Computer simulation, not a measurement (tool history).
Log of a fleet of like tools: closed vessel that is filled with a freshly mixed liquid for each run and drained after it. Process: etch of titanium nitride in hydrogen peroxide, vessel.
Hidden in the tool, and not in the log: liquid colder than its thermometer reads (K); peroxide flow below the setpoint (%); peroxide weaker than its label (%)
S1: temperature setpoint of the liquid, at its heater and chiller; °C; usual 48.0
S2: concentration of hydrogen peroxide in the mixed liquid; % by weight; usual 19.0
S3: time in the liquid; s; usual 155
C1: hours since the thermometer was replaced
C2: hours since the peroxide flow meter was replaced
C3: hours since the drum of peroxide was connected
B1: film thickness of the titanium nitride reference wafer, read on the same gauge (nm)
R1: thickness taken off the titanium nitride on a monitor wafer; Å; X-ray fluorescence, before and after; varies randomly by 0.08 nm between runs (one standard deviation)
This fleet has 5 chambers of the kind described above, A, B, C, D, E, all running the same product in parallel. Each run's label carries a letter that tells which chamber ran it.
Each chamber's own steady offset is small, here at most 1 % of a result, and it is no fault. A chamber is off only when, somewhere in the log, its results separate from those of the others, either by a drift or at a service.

Run 1E, hour 8.0: usual settings; C1 805.6; C2 827.3; C3 112.8; B1 89.974. Result: R1 107.710 Å.
Run 2B, hour 13.0: usual settings; C1 1068.2; C2 1100.6; C3 416.4; B1 90.030. Result: R1 109.540 Å.
Run 3C, hour 22.1: usual settings; C1 1207.6; C2 1470.8; C3 267.2; B1 90.040. Result: R1 108.400 Å.
Run 4D, hour 30.7: usual settings; C1 426.5; C2 750.4; C3 529.1; B1 90.023. Result: R1 110.070 Å.
Run 5A, hour 42.0: usual settings; C1 2417.2; C2 1885.0; C3 364.7; B1 89.968. Result: R1 107.790 Å.
Run 6E, hour 50.5: usual settings but S2 21.0 % by weight; C1 848.1; C2 869.8; C3 155.3; B1 90.002. Result: R1 112.020 Å.
Run 7A, hour 55.6: usual settings but S2 21.0 % by weight; C1 2430.8; C2 1898.6; C3 378.3; B1 90.004. Result: R1 109.600 Å.
At hour 63.1: chamber D: new drum of peroxide connected.
Run 8B, hour 66.4: usual settings but S2 21.0 % by weight; C1 1121.6; C2 1154.0; C3 469.8; B1 89.993. Result: R1 112.510 Å.
Run 9C, hour 75.3: usual settings but S2 21.0 % by weight; C1 1260.8; C2 1524.0; C3 320.4; B1 90.009. Result: R1 112.550 Å.
Run 10D, hour 84.1: usual settings but S2 21.0 % by weight; C1 479.9; C2 803.8; C3 21.0; B1 90.012. Result: R1 112.080 Å.
At hour 90.0: chamber C: new drum of peroxide connected.
Run 11B, hour 91.8: usual settings; C1 1147.0; C2 1179.4; C3 495.2; B1 90.029. Result: R1 109.080 Å.
Run 12C, hour 98.0: usual settings; C1 1283.5; C2 1546.7; C3 8.0; B1 89.988. Result: R1 109.260 Å.
Run 13E, hour 109.2: usual settings; C1 906.8; C2 928.5; C3 214.0; B1 89.991. Result: R1 106.730 Å.
Run 14D, hour 114.6: usual settings; C1 510.4; C2 834.3; C3 51.5; B1 90.041. Result: R1 111.060 Å.
Run 15A, hour 122.0: usual settings; C1 2497.2; C2 1965.0; C3 444.7; B1 89.970. Result: R1 108.430 Å.
Run 16A, hour 127.5: usual settings; C1 2502.7; C2 1970.5; C3 450.2; B1 89.976. Result: R1 107.780 Å.
Run 17B, hour 138.8: usual settings; C1 1194.0; C2 1226.4; C3 542.2; B1 90.026. Result: R1 107.100 Å.
Run 18C, hour 146.6: usual settings but S1 57.0 °C, S2 16.5 % by weight; C1 1332.1; C2 1595.3; C3 56.6; B1 90.004. Result: R1 199.420 Å.
Run 19D, hour 157.3: usual settings but S1 57.0 °C, S2 16.5 % by weight; C1 553.1; C2 877.0; C3 94.2; B1 90.054. Result: R1 198.740 Å.
Run 20E, hour 166.8: usual settings but S1 57.0 °C, S2 16.5 % by weight; C1 964.4; C2 986.1; C3 271.6; B1 89.970. Result: R1 200.210 Å.
Run 21A, hour 174.0: usual settings but S1 57.0 °C, S2 16.5 % by weight; C1 2549.2; C2 2017.0; C3 496.7; B1 90.016. Result: R1 200.940 Å.
Run 22E, hour 179.1: usual settings but S1 57.0 °C, S2 16.5 % by weight; C1 976.7; C2 998.4; C3 283.9; B1 90.003. Result: R1 200.410 Å.
At hour 182.3: chamber B: new drum of peroxide connected.
At hour 186.1: chamber C: peroxide flow meter replaced.
Run 23D, hour 188.8: usual settings; C1 584.6; C2 908.5; C3 125.7; B1 90.019. Result: R1 110.380 Å.
Run 24B, hour 195.4: usual settings; C1 1250.6; C2 1283.0; C3 13.2; B1 90.042. Result: R1 103.900 Å.
Run 25C, hour 200.5: usual settings; C1 1386.0; C2 14.5; C3 110.5; B1 90.044. Result: R1 108.950 Å.
Run 26B, hour 205.6: usual settings but S1 39.5 °C, S2 23.5 % by weight; C1 1260.8; C2 1293.2; C3 23.4; B1 90.006. Result: R1 57.551 Å.
Run 27C, hour 216.9: usual settings but S1 39.5 °C, S2 23.5 % by weight; C1 1402.4; C2 30.9; C3 126.9; B1 90.046. Result: R1 61.303 Å.
Run 28E, hour 223.1: usual settings but S1 39.5 °C, S2 23.5 % by weight; C1 1020.7; C2 1042.4; C3 327.9; B1 90.011. Result: R1 61.101 Å.
At hour 227.0: chamber A: thermometer replaced.
Run 29A, hour 230.4: usual settings but S1 39.5 °C, S2 23.5 % by weight; C1 3.4; C2 2073.4; C3 553.1; B1 89.966. Result: R1 60.368 Å.
Run 30D, hour 241.5: usual settings but S1 39.5 °C, S2 23.5 % by weight; C1 637.3; C2 961.2; C3 178.4; B1 89.994. Result: R1 61.296 Å.
At hour 241.9: chamber A: peroxide flow meter replaced.
Run 31C, hour 247.3: usual settings; C1 1432.8; C2 61.3; C3 157.3; B1 89.963. Result: R1 108.870 Å.
At hour 252.0: chamber D: thermometer replaced.
Run 32B, hour 257.9: usual settings; C1 1313.1; C2 1345.5; C3 75.7; B1 90.041. Result: R1 100.680 Å.
Run 33A, hour 265.8: usual settings but S1 54.0 °C, S2 24.0 % by weight; C1 38.8; C2 24.0; C3 588.5; B1 90.032. Result: R1 175.250 Å.
Run 34E, hour 272.0: usual settings but S1 54.0 °C, S2 24.0 % by weight; C1 1069.6; C2 1091.3; C3 376.8; B1 90.056. Result: R1 175.090 Å.
Run 35D, hour 277.1: usual settings but S1 54.0 °C, S2 24.0 % by weight; C1 25.1; C2 996.8; C3 214.0; B1 90.039. Result: R1 175.650 Å.
Run 36A, hour 285.9: usual settings but S1 54.0 °C, S2 24.0 % by weight; C1 58.9; C2 44.1; C3 608.6; B1 89.984. Result: R1 176.170 Å.
Run 37E, hour 291.8: usual settings but S1 54.0 °C, S2 24.0 % by weight; C1 1089.4; C2 1111.1; C3 396.6; B1 90.029. Result: R1 175.500 Å.

Decide between three cases: one chamber stands off from its peers, the gauge reading all wafers drifts, or nothing is wrong past each chamber's small offset. Where a chamber is off, say which and what most likely put it there.

One chamber, B, drifts off from the rest bit by bit.
Cause: liquid colder than its thermometer reads (K) = 1.42.

Below are 4 candidate recipes for chamber B's next run, each the usual settings with a change, their results shown as question marks. Which of them brings B's results back in line with what the other chambers give on the usual settings?
A result is in line if it is within this distance of the other chambers' mean on the usual settings: R1 2.800 Å
Run 38B-1, hour 300.0: usual settings but S3 185 s. Result: R1 ?.
Run 38B-2, hour 300.0: usual settings but S1 46.5 °C. Result: R1 ?.
Run 38B-3, hour 300.0: usual settings but S1 49.5 °C. Result: R1 ?.
Run 38B-4, hour 300.0: usual settings but S1 46.5 °C, S3 145 s. Result: R1 ?.

The other chambers' mean on the usual settings: R1 109.010 Å
  run       R1
38B-1  117.850
38B-2   88.416
38B-3  110.080
38B-4   82.712
The answer is 38B-3, which returns the chamber to within the allowed miss of the others.
